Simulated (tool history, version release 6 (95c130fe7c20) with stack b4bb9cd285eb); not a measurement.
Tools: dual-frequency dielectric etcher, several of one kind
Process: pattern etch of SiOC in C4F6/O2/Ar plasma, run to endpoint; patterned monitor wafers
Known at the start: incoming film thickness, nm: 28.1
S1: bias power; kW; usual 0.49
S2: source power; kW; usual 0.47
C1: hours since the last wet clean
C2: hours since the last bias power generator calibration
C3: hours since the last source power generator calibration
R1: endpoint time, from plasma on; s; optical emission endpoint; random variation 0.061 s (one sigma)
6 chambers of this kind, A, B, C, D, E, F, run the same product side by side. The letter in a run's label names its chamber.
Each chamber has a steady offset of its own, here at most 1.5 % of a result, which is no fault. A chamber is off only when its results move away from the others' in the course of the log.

run	hour	S1	S2	C1	C2	C3	R1
1C	12.3	0.49	0.47	219.8	334.3	970.6	8.9455
2D	27.2	0.49	0.47	294.6	283.8	1712.3	8.9734
3B	36.4	0.49	0.47	539.5	2162.3	3231.4	8.9362
4F	44.2	0.49	0.47	271.7	839.5	2590.3	8.8158
# hour 52: chamber B: wet clean of the chamber
5A	52.6	0.49	0.47	232.3	1167.7	475.8	9.0905
6E	61.9	0.49	0.47	556.3	430.6	1553.8	8.9431
# hour 69.1: chamber B: source power generator calibrated
7E	70.3	0.49	0.47	564.7	439	1562.2	8.8825
8F	83.6	0.49	0.47	311.1	878.9	2629.7	8.9179
9B	91.8	0.49	0.47	39.8	2217.7	22.7	8.8472
# hour 103.2: chamber E: wet clean of the chamber
10A	104	0.49	0.47	283.7	1219.1	527.2	9.0384
11D	115.1	0.39	0.52	382.5	371.7	1800.2	9.403
12C	128.8	0.39	0.52	336.3	450.8	1087.1	9.5205
# hour 131.9: chamber F: wet clean of the chamber
13C	138.6	0.39	0.52	346.1	460.6	1096.9	9.5809
14F	147.6	0.39	0.52	15.8	942.9	2693.7	9.1692
15D	157.5	0.39	0.52	424.9	414.1	1842.6	9.3173
16A	169.4	0.39	0.52	349.1	1284.5	592.6	9.5327
17B	180	0.49	0.47	128	2305.9	110.9	8.9353
18E	194	0.49	0.47	90.8	562.7	1685.9	9.065
# hour 201: chamber D: wet clean of the chamber
# hour 203.6: chamber A: wet clean of the chamber
19D	206.3	0.49	0.59	5.4	462.9	1891.4	8.2761
# hour 209.5: chamber F: source power generator calibrated
20E	218.1	0.49	0.59	114.9	586.8	1710	8.1978
21C	225.7	0.49	0.59	433.2	547.7	1184	8.346
22A	234.5	0.49	0.59	31	1349.6	657.7	8.3073
23F	246.3	0.49	0.59	114.5	1041.6	36.9	8.1242
24B	255	0.49	0.59	203	2380.9	185.9	8.1437
25C	263.6	0.49	0.47	471.1	585.6	1221.9	9.1063
26D	277.7	0.49	0.47	76.8	534.3	1962.8	9.038
27E	292.6	0.49	0.47	189.4	661.3	1784.5	8.9487
28A	301.8	0.431	0.47	98.3	1416.9	725	9.4285
29B	308.3	0.431	0.47	256.3	2434.2	239.2	9.3691
30F	318.8	0.431	0.47	187	1114.1	109.4	9.2705
31F	328.1	0.431	0.47	196.3	1123.4	118.7	9.2147
32D	335.9	0.431	0.47	135	592.5	2021	9.4171
33E	343.6	0.431	0.47	240.4	712.3	1835.5	9.3516
34B	352.3	0.49	0.47	300.3	2478.2	283.2	8.9115
# hour 359.5: chamber C: wet clean of the chamber
35C	366.3	0.49	0.47	6.9	688.3	1324.6	9.1395
36A	377.2	0.49	0.47	173.7	1492.3	800.4	9.0582
37B	387.7	0.49	0.47	335.7	2513.6	318.6	8.8803
38C	396.7	0.49	0.47	37.3	718.7	1355	9.1755
39D	408	0.548	0.47	207.1	664.6	2093.1	8.5462
40F	422.3	0.548	0.47	290.5	1217.6	212.9	8.5196
41E	429.2	0.548	0.47	326	797.9	1921.1	8.5348

Next, every chamber runs the same settings. What will each give?
42A	440	0.49	0.47				?
42B	440	0.49	0.47				?
42C	440	0.49	0.47				?
42D	440	0.49	0.47				?
42E	440	0.49	0.47				?
42F	440	0.49	0.47				?

run	R1
42A	9.055
42B	8.9114
42C	9.1989
42D	8.8988
42E	9.0764
42F	8.9545
